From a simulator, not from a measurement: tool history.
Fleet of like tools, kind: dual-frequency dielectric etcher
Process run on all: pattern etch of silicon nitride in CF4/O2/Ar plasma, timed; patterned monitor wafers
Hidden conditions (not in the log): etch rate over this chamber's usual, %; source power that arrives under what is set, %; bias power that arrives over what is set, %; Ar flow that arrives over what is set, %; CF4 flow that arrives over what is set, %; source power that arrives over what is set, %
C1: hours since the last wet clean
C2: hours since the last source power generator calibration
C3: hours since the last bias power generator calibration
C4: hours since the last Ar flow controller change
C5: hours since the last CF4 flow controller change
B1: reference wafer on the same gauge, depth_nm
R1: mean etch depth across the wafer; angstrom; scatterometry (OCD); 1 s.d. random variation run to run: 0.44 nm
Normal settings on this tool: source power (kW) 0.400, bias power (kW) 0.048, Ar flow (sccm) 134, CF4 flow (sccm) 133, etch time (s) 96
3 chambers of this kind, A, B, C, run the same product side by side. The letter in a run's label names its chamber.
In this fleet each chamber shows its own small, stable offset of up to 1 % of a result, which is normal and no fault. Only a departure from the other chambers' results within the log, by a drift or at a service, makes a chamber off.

run 1C hour=5.5 | source_power_(kW)=0.400 bias_power_(kW)=0.048 Ar_flow_(sccm)=134 CF4_flow_(sccm)=133 etch_time_(s)=96 | C1=266.2 C2=1707.4 C3=24.0 C4=2202.9 C5=6199.3 | B1=156.94 | R1=1481.4
-- hour=9.9 chamber C: CF4 flow controller replaced
run 2B hour=14.8 | source_power_(kW)=0.400 bias_power_(kW)=0.048 Ar_flow_(sccm)=134 CF4_flow_(sccm)=133 etch_time_(s)=96 | C1=223.2 C2=3545.0 C3=1212.0 C4=4824.1 C5=1765.1 | B1=157.00 | R1=1476.4
run 3A hour=21.4 | source_power_(kW)=0.400 bias_power_(kW)=0.048 Ar_flow_(sccm)=134 CF4_flow_(sccm)=133 etch_time_(s)=96 | C1=225.9 C2=2443.8 C3=3433.8 C4=3327.9 C5=1433.3 | B1=156.93 | R1=1471.8
run 4B hour=26.4 | source_power_(kW)=0.400 bias_power_(kW)=0.048 Ar_flow_(sccm)=134 CF4_flow_(sccm)=133 etch_time_(s)=96 | C1=234.8 C2=3556.6 C3=1223.6 C4=4835.7 C5=1776.7 | B1=157.13 | R1=1475.1
run 5C hour=36.5 | source_power_(kW)=0.400 bias_power_(kW)=0.048 Ar_flow_(sccm)=134 CF4_flow_(sccm)=133 etch_time_(s)=96 | C1=297.2 C2=1738.4 C3=55.0 C4=2233.9 C5=26.6 | B1=157.06 | R1=1482.9
run 6A hour=45.8 | source_power_(kW)=0.400 bias_power_(kW)=0.048 Ar_flow_(sccm)=134 CF4_flow_(sccm)=133 etch_time_(s)=96 | C1=250.3 C2=2468.2 C3=3458.2 C4=3352.3 C5=1457.7 | B1=157.02 | R1=1476.8
run 7C hour=52.0 | source_power_(kW)=0.400 bias_power_(kW)=0.048 Ar_flow_(sccm)=134 CF4_flow_(sccm)=133 etch_time_(s)=96 | C1=312.7 C2=1753.9 C3=70.5 C4=2249.4 C5=42.1 | B1=156.96 | R1=1494.0
run 8B hour=60.4 | source_power_(kW)=0.400 bias_power_(kW)=0.048 Ar_flow_(sccm)=134 CF4_flow_(sccm)=133 etch_time_(s)=96 | C1=268.8 C2=3590.6 C3=1257.6 C4=4869.7 C5=1810.7 | B1=157.08 | R1=1465.2
run 9A hour=66.5 | source_power_(kW)=0.400 bias_power_(kW)=0.048 Ar_flow_(sccm)=134 CF4_flow_(sccm)=133 etch_time_(s)=96 | C1=271.0 C2=2488.9 C3=3478.9 C4=3373.0 C5=1478.4 | B1=156.99 | R1=1474.3
run 10A hour=74.2 | source_power_(kW)=0.400 bias_power_(kW)=0.048 Ar_flow_(sccm)=134 CF4_flow_(sccm)=133 etch_time_(s)=96 | C1=278.7 C2=2496.6 C3=3486.6 C4=3380.7 C5=1486.1 | B1=157.08 | R1=1484.3
run 11B hour=84.0 | source_power_(kW)=0.400 bias_power_(kW)=0.048 Ar_flow_(sccm)=134 CF4_flow_(sccm)=133 etch_time_(s)=96 | C1=292.4 C2=3614.2 C3=1281.2 C4=4893.3 C5=1834.3 | B1=156.98 | R1=1471.1
run 12C hour=94.2 | source_power_(kW)=0.400 bias_power_(kW)=0.048 Ar_flow_(sccm)=134 CF4_flow_(sccm)=133 etch_time_(s)=96 | C1=354.9 C2=1796.1 C3=112.7 C4=2291.6 C5=84.3 | B1=157.14 | R1=1489.6
run 13A hour=103.6 | source_power_(kW)=0.330 bias_power_(kW)=0.048 Ar_flow_(sccm)=134 CF4_flow_(sccm)=133 etch_time_(s)=96 | C1=308.1 C2=2526.0 C3=3516.0 C4=3410.1 C5=1515.5 | B1=157.03 | R1=1259.4
run 14B hour=110.5 | source_power_(kW)=0.330 bias_power_(kW)=0.048 Ar_flow_(sccm)=134 CF4_flow_(sccm)=133 etch_time_(s)=96 | C1=318.9 C2=3640.7 C3=1307.7 C4=4919.8 C5=1860.8 | B1=157.00 | R1=1243.2
run 15C hour=120.2 | source_power_(kW)=0.330 bias_power_(kW)=0.048 Ar_flow_(sccm)=134 CF4_flow_(sccm)=133 etch_time_(s)=96 | C1=380.9 C2=1822.1 C3=138.7 C4=2317.6 C5=110.3 | B1=157.01 | R1=1254.6
run 16B hour=127.0 | source_power_(kW)=0.400 bias_power_(kW)=0.048 Ar_flow_(sccm)=134 CF4_flow_(sccm)=133 etch_time_(s)=96 | C1=335.4 C2=3657.2 C3=1324.2 C4=4936.3 C5=1877.3 | B1=157.10 | R1=1462.5
run 17C hour=132.0 | source_power_(kW)=0.400 bias_power_(kW)=0.048 Ar_flow_(sccm)=134 CF4_flow_(sccm)=133 etch_time_(s)=96 | C1=392.7 C2=1833.9 C3=150.5 C4=2329.4 C5=122.1 | B1=157.20 | R1=1479.8
run 18A hour=140.1 | source_power_(kW)=0.400 bias_power_(kW)=0.048 Ar_flow_(sccm)=134 CF4_flow_(sccm)=133 etch_time_(s)=96 | C1=344.6 C2=2562.5 C3=3552.5 C4=3446.6 C5=1552.0 | B1=157.00 | R1=1486.6
run 19B hour=149.1 | source_power_(kW)=0.400 bias_power_(kW)=0.048 Ar_flow_(sccm)=152 CF4_flow_(sccm)=133 etch_time_(s)=96 | C1=357.5 C2=3679.3 C3=1346.3 C4=4958.4 C5=1899.4 | B1=156.96 | R1=1443.4
run 20A hour=153.8 | source_power_(kW)=0.400 bias_power_(kW)=0.048 Ar_flow_(sccm)=152 CF4_flow_(sccm)=133 etch_time_(s)=96 | C1=358.3 C2=2576.2 C3=3566.2 C4=3460.3 C5=1565.7 | B1=157.02 | R1=1473.3
run 21C hour=161.3 | source_power_(kW)=0.400 bias_power_(kW)=0.048 Ar_flow_(sccm)=152 CF4_flow_(sccm)=133 etch_time_(s)=96 | C1=422.0 C2=1863.2 C3=179.8 C4=2358.7 C5=151.4 | B1=157.04 | R1=1458.9
run 22C hour=170.2 | source_power_(kW)=0.400 bias_power_(kW)=0.048 Ar_flow_(sccm)=134 CF4_flow_(sccm)=133 etch_time_(s)=96 | C1=430.9 C2=1872.1 C3=188.7 C4=2367.6 C5=160.3 | B1=157.00 | R1=1477.5
run 23B hour=177.4 | source_power_(kW)=0.400 bias_power_(kW)=0.048 Ar_flow_(sccm)=134 CF4_flow_(sccm)=133 etch_time_(s)=96 | C1=385.8 C2=3707.6 C3=1374.6 C4=4986.7 C5=1927.7 | B1=156.98 | R1=1477.6
run 24A hour=184.0 | source_power_(kW)=0.400 bias_power_(kW)=0.048 Ar_flow_(sccm)=134 CF4_flow_(sccm)=133 etch_time_(s)=96 | C1=388.5 C2=2606.4 C3=3596.4 C4=3490.5 C5=1595.9 | B1=156.93 | R1=1495.8
run 25A hour=194.3 | source_power_(kW)=0.400 bias_power_(kW)=0.048 Ar_flow_(sccm)=134 CF4_flow_(sccm)=133 etch_time_(s)=96 | C1=398.8 C2=2616.7 C3=3606.7 C4=3500.8 C5=1606.2 | B1=156.93 | R1=1500.7
run 26C hour=199.6 | source_power_(kW)=0.400 bias_power_(kW)=0.048 Ar_flow_(sccm)=134 CF4_flow_(sccm)=133 etch_time_(s)=96 | C1=460.3 C2=1901.5 C3=218.1 C4=2397.0 C5=189.7 | B1=157.09 | R1=1487.6
-- hour=200.1 chamber B: wet clean of the chamber
run 27B hour=204.3 | source_power_(kW)=0.400 bias_power_(kW)=0.048 Ar_flow_(sccm)=134 CF4_flow_(sccm)=133 etch_time_(s)=96 | C1=4.3 C2=3734.5 C3=1401.5 C4=5013.6 C5=1954.6 | B1=157.02 | R1=1478.2
run 28B hour=212.3 | source_power_(kW)=0.400 bias_power_(kW)=0.048 Ar_flow_(sccm)=134 CF4_flow_(sccm)=133 etch_time_(s)=96 | C1=12.3 C2=3742.5 C3=1409.5 C4=5021.6 C5=1962.6 | B1=157.00 | R1=1468.8
run 29C hour=217.6 | source_power_(kW)=0.400 bias_power_(kW)=0.048 Ar_flow_(sccm)=134 CF4_flow_(sccm)=133 etch_time_(s)=96 | C1=478.3 C2=1919.5 C3=236.1 C4=2415.0 C5=207.7 | B1=157.06 | R1=1488.1
-- hour=221.8 chamber C: wet clean of the chamber
run 30A hour=228.0 | source_power_(kW)=0.400 bias_power_(kW)=0.048 Ar_flow_(sccm)=134 CF4_flow_(sccm)=133 etch_time_(s)=96 | C1=432.5 C2=2650.4 C3=3640.4 C4=3534.5 C5=1639.9 | B1=156.96 | R1=1498.8
run 31C hour=234.7 | source_power_(kW)=0.400 bias_power_(kW)=0.048 Ar_flow_(sccm)=134 CF4_flow_(sccm)=133 etch_time_(s)=96 | C1=13.0 C2=1936.6 C3=253.2 C4=2432.1 C5=224.8 | B1=157.07 | R1=1470.8
run 32B hour=244.3 | source_power_(kW)=0.400 bias_power_(kW)=0.048 Ar_flow_(sccm)=134 CF4_flow_(sccm)=133 etch_time_(s)=96 | C1=44.3 C2=3774.5 C3=1441.5 C4=5053.6 C5=1994.6 | B1=157.01 | R1=1477.0
run 33A hour=253.3 | source_power_(kW)=0.400 bias_power_(kW)=0.048 Ar_flow_(sccm)=134 CF4_flow_(sccm)=133 etch_time_(s)=114 | C1=457.8 C2=2675.7 C3=3665.7 C4=3559.8 C5=1665.2 | B1=157.05 | R1=1790.7
run 34A hour=259.7 | source_power_(kW)=0.400 bias_power_(kW)=0.048 Ar_flow_(sccm)=134 CF4_flow_(sccm)=133 etch_time_(s)=114 | C1=464.2 C2=2682.1 C3=3672.1 C4=3566.2 C5=1671.6 | B1=156.94 | R1=1792.9
run 35B hour=266.0 | source_power_(kW)=0.400 bias_power_(kW)=0.048 Ar_flow_(sccm)=134 CF4_flow_(sccm)=133 etch_time_(s)=114 | C1=66.0 C2=3796.2 C3=1463.2 C4=5075.3 C5=2016.3 | B1=157.00 | R1=1747.0
run 36C hour=274.5 | source_power_(kW)=0.400 bias_power_(kW)=0.048 Ar_flow_(sccm)=134 CF4_flow_(sccm)=133 etch_time_(s)=96 | C1=52.8 C2=1976.4 C3=293.0 C4=2471.9 C5=264.6 | B1=157.05 | R1=1478.2
run 37A hour=283.7 | source_power_(kW)=0.400 bias_power_(kW)=0.048 Ar_flow_(sccm)=134 CF4_flow_(sccm)=133 etch_time_(s)=96 | C1=488.2 C2=2706.1 C3=3696.1 C4=3590.2 C5=1695.6 | B1=157.07 | R1=1507.0
run 38B hour=289.5 | source_power_(kW)=0.460 bias_power_(kW)=0.048 Ar_flow_(sccm)=134 CF4_flow_(sccm)=123 etch_time_(s)=96 | C1=89.5 C2=3819.7 C3=1486.7 C4=5098.8 C5=2039.8 | B1=157.13 | R1=1642.1
run 39C hour=296.5 | source_power_(kW)=0.460 bias_power_(kW)=0.048 Ar_flow_(sccm)=134 CF4_flow_(sccm)=123 etch_time_(s)=96 | C1=74.8 C2=1998.4 C3=315.0 C4=2493.9 C5=286.6 | B1=157.07 | R1=1664.1
run 40A hour=303.3 | source_power_(kW)=0.460 bias_power_(kW)=0.048 Ar_flow_(sccm)=134 CF4_flow_(sccm)=123 etch_time_(s)=96 | C1=507.8 C2=2725.7 C3=3715.7 C4=3609.8 C5=1715.2 | B1=156.94 | R1=1694.6
run 41C hour=309.9 | source_power_(kW)=0.400 bias_power_(kW)=0.048 Ar_flow_(sccm)=134 CF4_flow_(sccm)=133 etch_time_(s)=96 | C1=88.2 C2=2011.8 C3=328.4 C4=2507.3 C5=300.0 | B1=157.10 | R1=1486.8
run 42B hour=314.9 | source_power_(kW)=0.400 bias_power_(kW)=0.048 Ar_flow_(sccm)=134 CF4_flow_(sccm)=133 etch_time_(s)=96 | C1=114.9 C2=3845.1 C3=1512.1 C4=5124.2 C5=2065.2 | B1=156.84 | R1=1474.0

Each of the 3 chambers runs these same settings next. Fill in every chamber's results:
run 43A hour=322.3 | source_power_(kW)=0.440 bias_power_(kW)=0.048 Ar_flow_(sccm)=134 CF4_flow_(sccm)=133 etch_time_(s)=96 | R1=?
run 43B hour=322.3 | source_power_(kW)=0.440 bias_power_(kW)=0.048 Ar_flow_(sccm)=134 CF4_flow_(sccm)=133 etch_time_(s)=96 | R1=?
run 43C hour=322.3 | source_power_(kW)=0.440 bias_power_(kW)=0.048 Ar_flow_(sccm)=134 CF4_flow_(sccm)=133 etch_time_(s)=96 | R1=?

run=43A R1=1649.5
run=43B R1=1601.1
run=43C R1=1608.0
